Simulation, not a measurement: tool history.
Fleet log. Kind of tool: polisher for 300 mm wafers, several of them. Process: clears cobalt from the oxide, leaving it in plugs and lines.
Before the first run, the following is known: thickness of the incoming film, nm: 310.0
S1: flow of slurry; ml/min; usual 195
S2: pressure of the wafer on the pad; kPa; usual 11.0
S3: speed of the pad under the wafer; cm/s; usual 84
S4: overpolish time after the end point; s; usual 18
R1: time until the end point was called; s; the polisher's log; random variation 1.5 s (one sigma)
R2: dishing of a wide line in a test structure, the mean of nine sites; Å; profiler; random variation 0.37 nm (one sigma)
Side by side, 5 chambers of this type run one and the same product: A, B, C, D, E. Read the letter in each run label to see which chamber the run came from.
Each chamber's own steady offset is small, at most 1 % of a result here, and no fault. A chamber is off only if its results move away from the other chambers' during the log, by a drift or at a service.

{"run": "1C", "hour": 12.2, "S1": 195, "S2": 11.0, "S3": 84, "S4": 18, "R1": 100.29, "R2": 313.36}
{"run": "2B", "hour": 21.3, "S1": 195, "S2": 11.0, "S3": 84, "S4": 18, "R1": 97.498, "R2": 308.33}
{"run": "3D", "hour": 30.2, "S1": 195, "S2": 11.0, "S3": 84, "S4": 18, "R1": 98.416, "R2": 313.27}
{"run": "4A", "hour": 43.6, "S1": 195, "S2": 11.0, "S3": 84, "S4": 18, "R1": 97.803, "R2": 303.95}
{"hour": 45.4, "done": "chamber B: slurry nozzle cleaned"}
{"hour": 47.1, "done": "chamber C: worn pad replaced by a new one"}
{"hour": 52.6, "done": "chamber E: worn pad replaced by a new one"}
{"run": "5E", "hour": 57.3, "S1": 195, "S2": 11.0, "S3": 84, "S4": 18, "R1": 99.879, "R2": 314.59}
{"hour": 61.4, "done": "chamber D: worn pad replaced by a new one"}
{"run": "6A", "hour": 68.9, "S1": 195, "S2": 11.0, "S3": 84, "S4": 18, "R1": 102.66, "R2": 317.83}
{"hour": 79.8, "done": "chamber E: head pressure recalibrated"}
{"run": "7C", "hour": 81.0, "S1": 195, "S2": 11.0, "S3": 84, "S4": 18, "R1": 99.424, "R2": 311.06}
{"hour": 84.7, "done": "chamber A: worn pad replaced by a new one"}
{"hour": 89.6, "done": "chamber B: worn pad replaced by a new one"}
{"run": "8D", "hour": 93.8, "S1": 195, "S2": 11.0, "S3": 84, "S4": 18, "R1": 100.49, "R2": 309.87}
{"run": "9B", "hour": 104.9, "S1": 195, "S2": 11.0, "S3": 84, "S4": 18, "R1": 99.749, "R2": 316.24}
{"run": "10E", "hour": 114.3, "S1": 195, "S2": 11.0, "S3": 84, "S4": 18, "R1": 100.4, "R2": 314.49}
{"run": "11A", "hour": 123.9, "S1": 195, "S2": 11.0, "S3": 84, "S4": 18, "R1": 98.397, "R2": 310.24}
{"hour": 127.7, "done": "chamber D: worn pad replaced by a new one"}
{"run": "12C", "hour": 133.8, "S1": 195, "S2": 11.0, "S3": 84, "S4": 18, "R1": 104.25, "R2": 307.43}
{"hour": 138.5, "done": "chamber C: worn pad replaced by a new one"}
{"run": "13E", "hour": 141.2, "S1": 195, "S2": 11.0, "S3": 84, "S4": 18, "R1": 99.112, "R2": 310.94}
{"hour": 143.3, "done": "chamber E: worn pad replaced by a new one"}
{"run": "14D", "hour": 155.0, "S1": 195, "S2": 11.0, "S3": 84, "S4": 18, "R1": 100.6, "R2": 307.82}
{"run": "15B", "hour": 164.2, "S1": 260, "S2": 11.0, "S3": 96, "S4": 18, "R1": 85.026, "R2": 331.29}
{"run": "16B", "hour": 172.5, "S1": 260, "S2": 11.0, "S3": 96, "S4": 18, "R1": 84.12, "R2": 333.38}
{"run": "17C", "hour": 185.3, "S1": 260, "S2": 11.0, "S3": 96, "S4": 18, "R1": 85.087, "R2": 328.23}
{"hour": 191.1, "done": "chamber D: worn pad replaced by a new one"}
{"run": "18D", "hour": 192.0, "S1": 260, "S2": 11.0, "S3": 96, "S4": 18, "R1": 83.655, "R2": 331.14}
{"hour": 196.1, "done": "chamber E: slurry nozzle cleaned"}
{"run": "19E", "hour": 206.2, "S1": 260, "S2": 11.0, "S3": 96, "S4": 18, "R1": 84.393, "R2": 334.24}
{"run": "20A", "hour": 216.6, "S1": 195, "S2": 11.0, "S3": 84, "S4": 18, "R1": 98.419, "R2": 316.85}
{"hour": 219.3, "done": "chamber C: worn pad replaced by a new one"}
{"run": "21A", "hour": 223.5, "S1": 235, "S2": 13.8, "S3": 84, "S4": 18, "R1": 76.545, "R2": 343.82}
{"hour": 224.2, "done": "chamber A: worn pad replaced by a new one"}
{"hour": 225.8, "done": "chamber E: worn pad replaced by a new one"}
{"hour": 227.1, "done": "chamber B: worn pad replaced by a new one"}
{"run": "22B", "hour": 235.5, "S1": 235, "S2": 13.8, "S3": 84, "S4": 18, "R1": 76.544, "R2": 357.71}
{"run": "23D", "hour": 244.6, "S1": 235, "S2": 13.8, "S3": 84, "S4": 18, "R1": 77.138, "R2": 349.42}
{"run": "24E", "hour": 253.7, "S1": 235, "S2": 13.8, "S3": 84, "S4": 18, "R1": 76.505, "R2": 346.44}
{"run": "25C", "hour": 261.9, "S1": 235, "S2": 13.8, "S3": 84, "S4": 18, "R1": 80.232, "R2": 353.56}
{"hour": 265.0, "done": "chamber A: slurry nozzle cleaned"}
{"hour": 267.6, "done": "chamber D: worn pad replaced by a new one"}
{"run": "26A", "hour": 270.0, "S1": 195, "S2": 12.4, "S3": 98, "S4": 18, "R1": 76.646, "R2": 353.77}
{"run": "27E", "hour": 282.5, "S1": 195, "S2": 12.4, "S3": 98, "S4": 18, "R1": 76.885, "R2": 350.11}
{"run": "28B", "hour": 289.4, "S1": 195, "S2": 12.4, "S3": 98, "S4": 18, "R1": 75.473, "R2": 355.12}
{"run": "29C", "hour": 302.3, "S1": 195, "S2": 12.4, "S3": 98, "S4": 18, "R1": 74.059, "R2": 347.24}
{"hour": 307.4, "done": "chamber C: worn pad replaced by a new one"}
{"run": "30D", "hour": 312.4, "S1": 195, "S2": 12.4, "S3": 98, "S4": 18, "R1": 75.01, "R2": 352.58}
{"run": "31A", "hour": 322.4, "S1": 195, "S2": 11.0, "S3": 84, "S4": 18, "R1": 101.43, "R2": 306.29}
{"run": "32C", "hour": 332.1, "S1": 195, "S2": 11.0, "S3": 84, "S4": 18, "R1": 99.247, "R2": 309.64}
{"hour": 337.2, "done": "chamber D: worn pad replaced by a new one"}
{"run": "33D", "hour": 339.7, "S1": 195, "S2": 11.0, "S3": 84, "S4": 18, "R1": 99.366, "R2": 308.4}

Each of the 5 chambers runs these same settings next. Fill in every chamber's results:
{"run": "34A", "hour": 349.8, "S1": 195, "S2": 11.0, "S3": 84, "S4": 18, "R1": "?", "R2": "?"}
{"run": "34B", "hour": 349.8, "S1": 195, "S2": 11.0, "S3": 84, "S4": 18, "R1": "?", "R2": "?"}
{"run": "34C", "hour": 349.8, "S1": 195, "S2": 11.0, "S3": 84, "S4": 18, "R1": "?", "R2": "?"}
{"run": "34D", "hour": 349.8, "S1": 195, "S2": 11.0, "S3": 84, "S4": 18, "R1": "?", "R2": "?"}
{"run": "34E", "hour": 349.8, "S1": 195, "S2": 11.0, "S3": 84, "S4": 18, "R1": "?", "R2": "?"}

run=34A R1=102.830 R2=316.59
run=34B R1=98.220 R2=313.50
run=34C R1=99.233 R2=313.83
run=34D R1=98.929 R2=311.52
run=34E R1=101.030 R2=313.19
